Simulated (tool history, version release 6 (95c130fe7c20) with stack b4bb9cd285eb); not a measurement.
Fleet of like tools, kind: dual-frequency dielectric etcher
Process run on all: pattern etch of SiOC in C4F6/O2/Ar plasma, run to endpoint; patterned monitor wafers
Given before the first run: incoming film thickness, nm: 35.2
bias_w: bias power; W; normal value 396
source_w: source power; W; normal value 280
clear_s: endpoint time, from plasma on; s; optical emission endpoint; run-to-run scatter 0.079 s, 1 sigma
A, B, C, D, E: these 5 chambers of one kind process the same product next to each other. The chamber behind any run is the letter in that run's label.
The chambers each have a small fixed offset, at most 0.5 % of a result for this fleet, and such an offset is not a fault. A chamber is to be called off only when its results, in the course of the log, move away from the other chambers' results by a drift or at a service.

Run 1A, hour 10.5: usual settings. Result: clear_s 14.732 s.
Run 2B, hour 23.4: usual settings. Result: clear_s 14.892 s.
Run 3C, hour 32.4: usual settings. Result: clear_s 14.74 s.
At hour 38.3: chamber C: wet clean of the chamber.
Run 4D, hour 44.1: usual settings. Result: clear_s 14.817 s.
Run 5E, hour 50.6: usual settings but bias_w 442 W, source_w 230 W. Result: clear_s 15.148 s.
Run 6D, hour 61.9: usual settings but bias_w 442 W, source_w 230 W. Result: clear_s 15.192 s.
Run 7B, hour 73.3: usual settings but bias_w 442 W, source_w 230 W. Result: clear_s 15.483 s.
Run 8C, hour 85.7: usual settings but bias_w 442 W, source_w 230 W. Result: clear_s 15.2 s.
Run 9E, hour 99: usual settings but bias_w 442 W, source_w 230 W. Result: clear_s 15.307 s.
Run 10A, hour 108.6: usual settings. Result: clear_s 14.886 s.
Run 11A, hour 117.1: usual settings. Result: clear_s 14.674 s.
Run 12E, hour 128.3: usual settings. Result: clear_s 14.709 s.
Run 13B, hour 140.8: usual settings but bias_w 437 W, source_w 210 W. Result: clear_s 15.797 s.
Run 14D, hour 148.2: usual settings but bias_w 437 W, source_w 210 W. Result: clear_s 15.886 s.
Run 15C, hour 158: usual settings but bias_w 437 W, source_w 210 W. Result: clear_s 15.753 s.
Run 16A, hour 165.2: usual settings but bias_w 437 W, source_w 210 W. Result: clear_s 15.737 s.
Run 17B, hour 173.7: usual settings but bias_w 437 W, source_w 210 W. Result: clear_s 15.779 s.
Run 18D, hour 186.3: usual settings. Result: clear_s 14.881 s.
Run 19E, hour 198.6: usual settings. Result: clear_s 14.689 s.
Run 20C, hour 205.9: usual settings. Result: clear_s 14.597 s.
Run 21A, hour 212.6: usual settings. Result: clear_s 14.61 s.
At hour 215.2: chamber D: wet clean of the chamber.
Run 22B, hour 222.3: usual settings. Result: clear_s 14.817 s.
Run 23C, hour 234.8: usual settings. Result: clear_s 14.688 s.
At hour 236.5: chamber E: source power generator calibrated.
Run 24D, hour 245.1: usual settings. Result: clear_s 14.781 s.
Run 25E, hour 257.9: usual settings. Result: clear_s 14.65 s.
Run 26A, hour 270.4: usual settings. Result: clear_s 14.667 s.
Run 27E, hour 279.8: usual settings. Result: clear_s 14.776 s.
Run 28D, hour 286.8: usual settings. Result: clear_s 14.668 s.
Run 29C, hour 297.4: usual settings but source_w 320 W. Result: clear_s 13.878 s.
At hour 308.6: chamber B: bias power generator calibrated.
Run 30B, hour 309: usual settings but source_w 320 W. Result: clear_s 14.078 s.
Run 31C, hour 323.7: usual settings but source_w 320 W. Result: clear_s 14.083 s.
Run 32B, hour 331.4: usual settings but source_w 320 W. Result: clear_s 14.043 s.
Run 33D, hour 341: usual settings but source_w 320 W. Result: clear_s 14.038 s.
Run 34A, hour 347.9: usual settings. Result: clear_s 14.645 s.
Run 35E, hour 354.6: usual settings. Result: clear_s 14.762 s.
Run 36D, hour 368.5: usual settings. Result: clear_s 14.828 s.
At hour 380.6: chamber C: wet clean of the chamber.
Run 37E, hour 382.5: usual settings. Result: clear_s 14.636 s.
Run 38C, hour 393.3: usual settings. Result: clear_s 14.629 s.
Run 39A, hour 407.7: usual settings. Result: clear_s 14.711 s.

Each of the 5 chambers runs these same settings next. Fill in every chamber's results:
Run 40A, hour 418.3: usual settings. Result: clear_s ?.
Run 40B, hour 418.3: usual settings. Result: clear_s ?.
Run 40C, hour 418.3: usual settings. Result: clear_s ?.
Run 40D, hour 418.3: usual settings. Result: clear_s ?.
Run 40E, hour 418.3: usual settings. Result: clear_s ?.

run  clear_s
40A   14.688
40B   14.855
40C   14.547
40D   14.738
40E   14.768
